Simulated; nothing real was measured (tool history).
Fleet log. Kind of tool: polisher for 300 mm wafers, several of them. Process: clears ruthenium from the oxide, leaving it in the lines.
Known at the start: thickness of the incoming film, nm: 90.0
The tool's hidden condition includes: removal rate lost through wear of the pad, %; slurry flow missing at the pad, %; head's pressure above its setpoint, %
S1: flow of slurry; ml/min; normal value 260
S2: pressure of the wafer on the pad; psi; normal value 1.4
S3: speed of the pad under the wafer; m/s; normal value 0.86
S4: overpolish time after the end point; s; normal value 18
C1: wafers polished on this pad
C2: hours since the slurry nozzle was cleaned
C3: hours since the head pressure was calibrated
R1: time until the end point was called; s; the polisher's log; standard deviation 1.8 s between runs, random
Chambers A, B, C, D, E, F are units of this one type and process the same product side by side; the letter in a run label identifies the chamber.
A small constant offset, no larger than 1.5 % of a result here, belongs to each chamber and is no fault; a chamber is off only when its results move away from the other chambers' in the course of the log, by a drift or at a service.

run     day   S1   S2    S3  S4    C1     C2     C3       R1
 1B   0.379  260  1.4  0.86  18   523  419.1  401.3  110.350
      0.604  -- chamber E: head pressure recalibrated
 2F   0.679  260  1.4  0.86  18   477   71.2  170.0  111.560
      0.817  -- chamber E: worn pad replaced by a new one
 3C   0.925  260  1.4  0.86  18  1346   67.2  661.8  108.280
 4D   1.125  260  1.4  0.86  18   674  550.8  385.8  114.740
      1.150  -- chamber C: worn pad replaced by a new one
      1.462  -- chamber B: head pressure recalibrated
 5E   1.488  260  1.4  0.86  18   132   35.8   21.2  110.220
 6A   1.771  260  1.6  0.86  18   474  410.8  163.3   97.262
 7A   1.971  260  1.6  0.86  18   514  415.6  168.1   98.175
 8D   2.342  260  1.6  0.86  18   914  580.0  415.0   94.429
 9C   2.533  260  1.6  0.86  18   273  105.8  700.4   94.595
      2.708  -- chamber B: worn pad replaced by a new one
10F   2.883  260  1.6  0.86  18   912  124.1  222.9   96.834
11E   3.242  260  1.6  0.86  18   478   77.9   63.3   96.866
      3.458  -- chamber D: worn pad replaced by a new one
12B   3.479  260  1.4  0.86  18   152  493.5   48.4  107.820
      3.483  -- chamber F: worn pad replaced by a new one
      3.762  -- chamber A: worn pad replaced by a new one
13D   3.842  260  1.4  0.86  18    75  616.0  451.0  109.780
14E   4.025  260  1.4  0.86  18   632   96.7   82.1  112.370
15F   4.325  260  1.4  0.86  18   166  158.7  257.5  110.640
16A   4.650  260  1.4  0.86  18   175  479.9  232.4  110.490
17B   5.025  260  1.4  0.86  18   457  530.6   85.5  109.560
18C   5.271  260  1.4  0.86  18   813  171.5  766.1  107.590
19B   5.625  260  1.4  0.86  18   575  545.0   99.9  111.060
20C   5.925  260  1.4  0.86  18   942  187.2  781.8  111.020
21D   6.275  260  1.4  0.86  18   555  674.4  509.4  109.410
22F   6.629  260  1.4  0.86  18   620  214.0  312.8  109.560
      6.783  -- chamber E: worn pad replaced by a new one
23A   6.917  260  1.9  0.86  22   622  534.3  286.8   82.584
24E   7.138  260  1.9  0.86  22    70  171.4  156.8   82.312
25A   7.354  260  1.9  0.86  22   708  544.8  297.3   79.379
      7.371  -- chamber D: slurry nozzle cleaned
26C   7.542  260  1.9  0.86  22  1260  226.0  820.6   81.330
      7.646  -- chamber B: worn pad replaced by a new one
27B   7.800  260  1.9  0.86  22    30  597.2  152.1   81.130
28E   8.071  260  1.9  0.86  22   254  193.8  179.2   81.594
      8.079  -- chamber C: worn pad replaced by a new one
      8.271  -- chamber D: worn pad replaced by a new one
29D   8.325  300  1.4  0.98  18    11   22.9  558.6   95.586
      8.392  -- chamber F: head pressure recalibrated
30F   8.621  300  1.4  0.98  18  1013  261.8    5.6   96.809
      8.912  -- chamber A: worn pad replaced by a new one
31C   8.971  300  1.4  0.98  18   176  260.3  854.9   95.564
32A   9.183  300  1.4  0.98  18    53  588.7  341.2   98.957
33B   9.575  300  1.4  0.98  18   381  639.8  194.7   96.015
      9.958  -- chamber D: head pressure recalibrated
34F   9.971  300  1.4  0.98  18  1279  294.2   38.0   94.986
     10.196  -- chamber F: worn pad replaced by a new one
35D  10.346  260  1.4  0.86  18   409   71.4    9.4  110.810
36E  10.625  260  1.4  0.86  18   757  255.1  240.5  109.380
37C  10.867  260  1.4  1.14  18   549  305.8  900.4   81.624
38F  11.200  260  1.4  1.14  18   198  323.7   67.5   83.052

Is one chamber out of step, is the gauge drifting, or do the chambers differ by no more than their own small offsets? For an off chamber, give its letter and the likeliest cause.

Beyond each chamber's small constant offset nothing stands out, and the gauge stays steady.
